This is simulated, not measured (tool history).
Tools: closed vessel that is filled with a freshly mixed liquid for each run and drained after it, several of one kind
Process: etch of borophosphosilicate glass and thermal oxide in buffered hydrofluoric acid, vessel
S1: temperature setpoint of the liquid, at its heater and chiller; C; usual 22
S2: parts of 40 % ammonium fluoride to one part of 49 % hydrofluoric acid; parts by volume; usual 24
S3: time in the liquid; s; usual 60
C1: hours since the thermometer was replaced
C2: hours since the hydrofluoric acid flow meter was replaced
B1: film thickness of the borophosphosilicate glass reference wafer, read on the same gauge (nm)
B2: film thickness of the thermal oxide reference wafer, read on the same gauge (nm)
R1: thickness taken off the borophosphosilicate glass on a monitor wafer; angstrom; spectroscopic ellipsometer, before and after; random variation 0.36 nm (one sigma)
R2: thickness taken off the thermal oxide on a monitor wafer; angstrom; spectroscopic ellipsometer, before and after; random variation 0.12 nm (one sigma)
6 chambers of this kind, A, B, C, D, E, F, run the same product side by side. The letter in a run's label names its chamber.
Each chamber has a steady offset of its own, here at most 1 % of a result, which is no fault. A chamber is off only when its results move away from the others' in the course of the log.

run,hour,S1,S2,S3,C1,C2,B1,B2,R1,R2
1E,6.7,22,24,60,19.4,1291.6,119.99,90.007,619.05,273.9
2C,13.4,22,24,60,1569.3,461.4,120.01,90,615.07,274.72
3A,21.1,22,24,60,1841.1,340.4,120.05,89.992,618.43,272.65
4B,29.6,22,24,60,889.5,1205.9,120,90.023,625.27,274.09
5D,40.7,22,24,60,1506.9,1476.3,119.99,90.012,617.56,276.34
6F,47.1,26,24,90,376.6,349,119.97,89.992,1158.2,515.4
7F,60.6,26,24,90,390.1,362.5,119.98,90.008,1153.4,515.49
8A,71,26,24,90,1891,390.3,120,90.004,1145.5,513.72
9C,78.1,26,24,90,1634,526.1,120,90.009,1153.5,509.67
10E,92.2,26,24,90,104.9,1377.1,119.99,90.017,1152.9,518.17
11B,103.8,26,24,90,963.7,1280.1,119.99,89.987,1155.8,513.6
12D,118,25.5,24,60,1584.2,1553.6,119.99,89.99,741.05,335.68
13F,127.8,25.5,24,60,457.3,429.7,120.01,89.998,755.66,334.43
14A,136.3,25.5,24,60,1956.3,455.6,119.99,90.017,754.45,329.13
15C,148,25.5,24,60,1703.9,596,120.03,89.996,746.42,332.78
16B,160,25.5,24,60,1019.9,1336.3,120,89.997,755.49,334.97
17D,173.8,25.5,24,60,1640,1609.4,119.99,89.981,747.43,332.8
18E,183.5,22,24,60,196.2,1468.4,120,89.984,619.72,277.47
19B,195.7,22,24,60,1055.6,1372,119.97,89.997,625.93,273.72
20E,208.4,22,24,60,221.1,1493.3,119.99,89.998,619.34,276.37
21D,219.9,23.5,24,60,1686.1,1655.5,120,90,669.31,300.12
22C,233.3,23.5,24,60,1789.2,681.3,120.01,89.992,665.05,298.29
23A,240,23.5,24,60,2060,559.3,119.97,90.016,681.28,297.07
24F,249.3,23.5,24,60,578.8,551.2,119.99,89.986,678.54,301.85
25F,262,23.5,24,60,591.5,563.9,120.03,90.005,675.09,300.07
26B,270.6,23.5,24,60,1130.5,1446.9,120.01,90.021,670.29,296.52
# hour 284.2: chamber D: hydrofluoric acid flow meter replaced
27A,285.1,22,24,60,2105.1,604.4,119.99,89.994,616.14,275.86
28E,297.6,22,24,60,310.3,1582.5,120.02,90,628.51,274.68
29C,309.9,22,24,60,1865.8,757.9,119.99,89.99,625.23,274.56
30D,322,17.5,15,60,1788.2,37.9,120.02,90.018,720.77,321.43
# hour 323.4: chamber C: thermometer replaced
31C,332.8,17.5,15,60,9.5,780.8,119.99,90.013,733.02,320.83
32B,344.8,17.5,15,60,1204.7,1521.1,119.96,89.997,713.76,318.48
33F,359,17.5,15,60,688.5,660.9,119.99,89.995,730.98,324.68
34A,373.3,17.5,15,60,2193.3,692.6,119.97,89.989,725.35,320.41
# hour 385.1: chamber F: thermometer replaced
35D,387.3,17.5,15,60,1853.5,103.2,119.96,90.013,723.64,322.9
36E,395.6,22,24,60,408.3,1680.5,120,90.004,614.58,276.19
37B,405.9,22,24,60,1265.8,1582.2,119.99,90.002,615.38,273.25
38E,417.3,22,24,60,430,1702.2,119.97,90.008,623.1,274.25
39C,425.8,22,24,50,102.5,873.8,119.99,89.997,517.22,227.76
40F,434.4,22,24,50,49.3,736.3,120.01,90,522.17,230.83
41D,440.8,22,24,50,1907,156.7,119.99,89.976,520.55,228.69
42A,450.2,22,24,50,2270.2,769.5,120.04,90.016,517.56,230.24
43D,457.6,22,24,50,1923.8,173.5,120.01,89.997,514.92,228.93
44C,470.8,22,24,50,147.5,918.8,120.01,90.01,515.94,228.18

Next, every chamber runs the same settings. What will each give?
45A,481.3,19,24,60,,,,,?,?
45B,481.3,19,24,60,,,,,?,?
45C,481.3,19,24,60,,,,,?,?
45D,481.3,19,24,60,,,,,?,?
45E,481.3,19,24,60,,,,,?,?
45F,481.3,19,24,60,,,,,?,?

run,R1,R2
45A,524.55,230.96
45B,526.39,231.38
45C,528.71,232.62
45D,522.38,233.16
45E,525.28,235.2
45F,525.61,235.45
